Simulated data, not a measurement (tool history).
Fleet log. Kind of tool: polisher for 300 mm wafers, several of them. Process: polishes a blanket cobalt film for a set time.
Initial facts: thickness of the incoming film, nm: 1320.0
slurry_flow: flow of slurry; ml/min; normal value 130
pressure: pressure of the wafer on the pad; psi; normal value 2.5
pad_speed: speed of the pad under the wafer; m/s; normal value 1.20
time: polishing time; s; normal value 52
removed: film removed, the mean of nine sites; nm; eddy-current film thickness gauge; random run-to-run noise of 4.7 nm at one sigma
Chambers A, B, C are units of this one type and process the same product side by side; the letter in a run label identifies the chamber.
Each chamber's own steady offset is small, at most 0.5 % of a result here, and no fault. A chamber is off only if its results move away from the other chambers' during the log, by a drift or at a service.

{"hour": 4.0, "done": "chamber A: head pressure recalibrated"}
{"run": "1A", "hour": 15.1, "slurry_flow": 130, "pressure": 2.5, "pad_speed": 1.2, "time": 52, "removed": 390.39}
{"run": "2C", "hour": 25.8, "slurry_flow": 130, "pressure": 2.5, "pad_speed": 1.2, "time": 52, "removed": 388.0}
{"hour": 26.1, "done": "chamber A: worn pad replaced by a new one"}
{"run": "3B", "hour": 39.9, "slurry_flow": 130, "pressure": 2.5, "pad_speed": 1.2, "time": 52, "removed": 399.46}
{"run": "4C", "hour": 51.4, "slurry_flow": 130, "pressure": 2.5, "pad_speed": 1.2, "time": 52, "removed": 394.5}
{"run": "5B", "hour": 60.1, "slurry_flow": 130, "pressure": 2.5, "pad_speed": 1.2, "time": 52, "removed": 400.55}
{"hour": 68.0, "done": "chamber B: slurry nozzle cleaned"}
{"hour": 72.2, "done": "chamber C: worn pad replaced by a new one"}
{"run": "6A", "hour": 74.2, "slurry_flow": 130, "pressure": 2.5, "pad_speed": 1.2, "time": 52, "removed": 390.85}
{"run": "7B", "hour": 89.1, "slurry_flow": 130, "pressure": 2.5, "pad_speed": 1.2, "time": 52, "removed": 400.31}
{"run": "8C", "hour": 101.9, "slurry_flow": 130, "pressure": 2.5, "pad_speed": 1.2, "time": 52, "removed": 388.22}
{"hour": 107.8, "done": "chamber B: worn pad replaced by a new one"}
{"run": "9A", "hour": 113.8, "slurry_flow": 130, "pressure": 2.5, "pad_speed": 0.88, "time": 52, "removed": 291.67}
{"hour": 117.6, "done": "chamber A: worn pad replaced by a new one"}
{"run": "10C", "hour": 122.4, "slurry_flow": 130, "pressure": 2.5, "pad_speed": 0.88, "time": 52, "removed": 294.25}
{"run": "11B", "hour": 134.7, "slurry_flow": 130, "pressure": 2.5, "pad_speed": 0.88, "time": 52, "removed": 302.35}
{"hour": 144.4, "done": "chamber C: slurry nozzle cleaned"}
{"run": "12A", "hour": 146.2, "slurry_flow": 130, "pressure": 2.5, "pad_speed": 1.2, "time": 52, "removed": 397.99}
{"run": "13B", "hour": 158.5, "slurry_flow": 130, "pressure": 2.5, "pad_speed": 1.2, "time": 52, "removed": 421.3}
{"run": "14C", "hour": 170.9, "slurry_flow": 130, "pressure": 2.5, "pad_speed": 1.2, "time": 52, "removed": 393.34}
{"hour": 173.8, "done": "chamber C: worn pad replaced by a new one"}
{"run": "15A", "hour": 186.0, "slurry_flow": 130, "pressure": 2.5, "pad_speed": 1.2, "time": 52, "removed": 402.94}
{"run": "16A", "hour": 201.5, "slurry_flow": 130, "pressure": 2.5, "pad_speed": 1.2, "time": 52, "removed": 403.42}
{"hour": 208.5, "done": "chamber A: worn pad replaced by a new one"}
{"run": "17B", "hour": 215.2, "slurry_flow": 130, "pressure": 2.5, "pad_speed": 1.2, "time": 52, "removed": 434.41}
{"run": "18C", "hour": 227.3, "slurry_flow": 130, "pressure": 2.5, "pad_speed": 1.32, "time": 44, "removed": 377.33}
{"hour": 230.5, "done": "chamber B: worn pad replaced by a new one"}
{"run": "19A", "hour": 237.9, "slurry_flow": 130, "pressure": 2.5, "pad_speed": 1.32, "time": 44, "removed": 368.71}
{"run": "20C", "hour": 249.2, "slurry_flow": 130, "pressure": 2.5, "pad_speed": 1.32, "time": 44, "removed": 371.72}
{"run": "21B", "hour": 262.0, "slurry_flow": 130, "pressure": 2.5, "pad_speed": 1.46, "time": 52, "removed": 521.79}
{"hour": 268.2, "done": "chamber C: worn pad replaced by a new one"}
{"run": "22C", "hour": 275.3, "slurry_flow": 130, "pressure": 2.5, "pad_speed": 1.46, "time": 52, "removed": 477.89}

Is one chamber out of step, is the gauge drifting, or do the chambers differ by no more than their own small offsets? For an off chamber, give its letter and the likeliest cause.

It is chamber B that slowly wanders off from its peers.
Cause: head's pressure above its setpoint, % = 11.

Below are 4 candidate recipes for chamber B's next run, each the usual settings with a change, their results shown as question marks. Which of them brings B's results back in line with what the other chambers give on the usual settings?
Counts as in line when no further than this from what the other chambers average on the usual settings: removed 17.00 nm
{"run": "23B-1", "hour": 286.4, "slurry_flow": 130, "pressure": 2.5, "pad_speed": 1.22, "time": 53, "removed": "?"}
{"run": "23B-2", "hour": 286.4, "slurry_flow": 130, "pressure": 2.6, "pad_speed": 1.2, "time": 55, "removed": "?"}
{"run": "23B-3", "hour": 286.4, "slurry_flow": 80, "pressure": 2.5, "pad_speed": 1.2, "time": 52, "removed": "?"}
{"run": "23B-4", "hour": 286.4, "slurry_flow": 110, "pressure": 2.5, "pad_speed": 1.2, "time": 52, "removed": "?"}

The other chambers' mean on the usual settings: removed 394.04 nm
run=23B-1 removed=460.52
run=23B-2 removed=488.91
run=23B-3 removed=395.38
run=23B-4 removed=429.22
23B-3 is the one that brings the chamber's results back in line with the other chambers.
